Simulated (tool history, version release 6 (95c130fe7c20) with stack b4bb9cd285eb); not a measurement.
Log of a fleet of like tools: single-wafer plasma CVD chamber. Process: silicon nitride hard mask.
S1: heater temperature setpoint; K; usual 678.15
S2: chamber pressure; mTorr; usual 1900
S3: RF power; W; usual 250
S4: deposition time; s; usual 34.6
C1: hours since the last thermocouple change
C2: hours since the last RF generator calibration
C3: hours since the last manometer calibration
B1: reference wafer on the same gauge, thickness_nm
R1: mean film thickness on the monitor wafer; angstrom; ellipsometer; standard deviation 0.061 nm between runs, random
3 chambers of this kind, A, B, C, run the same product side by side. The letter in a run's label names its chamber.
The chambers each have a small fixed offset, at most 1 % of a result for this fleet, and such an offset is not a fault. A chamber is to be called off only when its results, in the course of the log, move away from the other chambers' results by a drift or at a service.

run   hour      S1    S2   S3    S4      C1      C2      C3      B1      R1
 1A      2  678.15  1900  250  34.6   750.9   108.7    94.2  34.892  366.71
 2B    5.1  678.15  1900  250  34.6  2120.6  2635.9  1236.3  34.888  369.66
 3C    9.5  678.15  1900  250  34.6  2874.8     398   734.8   34.87  364.97
 4B   12.4  678.15  1900  250  34.6  2127.9  2643.2  1243.6  34.877  369.21
 5A   14.9  678.15  1900  250  34.6   763.8   121.6   107.1   34.86  367.65
 6C   19.4  678.15  1900  250  34.6  2884.7   407.9   744.7  34.857  365.23
 7C   22.7  678.15  1740  290  34.6    2888   411.2     748   34.85  396.05
 8A   26.2  678.15  1740  290  34.6   775.1   132.9   118.4  34.852   396.1
 9B   29.7  678.15  1740  290  34.6  2145.2  2660.5  1260.9  34.832  400.37
10C   32.4  678.15  1900  250  34.6  2897.7   420.9   757.7  34.829  365.59
11A   36.8  678.15  1900  250  34.6   785.7   143.5     129  34.823  366.09
12B   40.7  678.15  1900  250  34.6  2156.2  2671.5  1271.9  34.822  369.22
13C   44.8  688.15  2240  250  34.6  2910.1   433.3   770.1  34.815  378.72
14B   49.2  688.15  2240  250  34.6  2164.7    2680  1280.4  34.801  384.15
15A   52.2  688.15  2240  250  34.6   801.1   158.9   144.4  34.795  381.92
16C   55.6  678.15  1900  250  34.6  2920.9   444.1   780.9  34.779  365.87
17B   59.9  678.15  1900  250  34.6  2175.4  2690.7  1291.1  34.779  368.58
18A   61.9  678.15  1900  250  34.6   810.8   168.6   154.1  34.781  365.95
19B   65.1  678.15  1900  250  34.6  2180.6  2695.9  1296.3  34.779  366.88
20C   68.1  678.15  1900  250  34.6  2933.4   456.6   793.4  34.768  364.91
21A   71.1  678.15  1900  250  34.6     820   177.8   163.3  34.746  364.67
22B   75.1  678.15  1900  250  34.6  2190.6  2705.9  1306.3  34.746  368.31
23C   77.1  673.15  1900  250  30.9  2942.4   465.6   802.4  34.735  326.53
24A   79.3  673.15  1900  250  30.9   828.2     186   171.5  34.735     328
25A   82.3  673.15  1900  250  30.9   831.2     189   174.5   34.73  326.49
26B   84.9  678.15  1900  250  34.6  2200.4  2715.7  1316.1  34.738  367.97
27C     87  678.15  1760  250  34.6  2952.3   475.5   812.3  34.713  356.69
28A   91.3  678.15  1760  250  34.6   840.2     198   183.5   34.69  357.56
29C   94.1  678.15  1760  250  34.6  2959.4   482.6   819.4  34.727  355.77
30B   96.6  678.15  1900  250  34.6  2212.1  2727.4  1327.8   34.71  367.91
31C   98.8  678.15  1900  250  34.6  2964.1   487.3   824.1  34.698  364.49
32B  102.4  678.15  1900  250  34.6  2217.9  2733.2  1333.6  34.687  368.28
33A  104.4  678.15  1900  250  34.6   853.3   211.1   196.6   34.67  364.62
34C  106.5  678.15  1900  250  34.6  2971.8     495   831.8  34.667  363.91
35A  110.3  678.15  1900  250  34.6   859.2     217   202.5   34.66  365.24
36B  112.8  678.15  1900  250  34.6  2228.3  2743.6    1344  34.653  367.78

All 3 chambers run these settings next. Forecast each chamber's results:
37A   116  678.15  1900  250  34.6                   ?
37B   116  678.15  1900  250  34.6                   ?
37C   116  678.15  1900  250  34.6                   ?

run      R1
37A   363.4
37B  367.38
37C  363.54
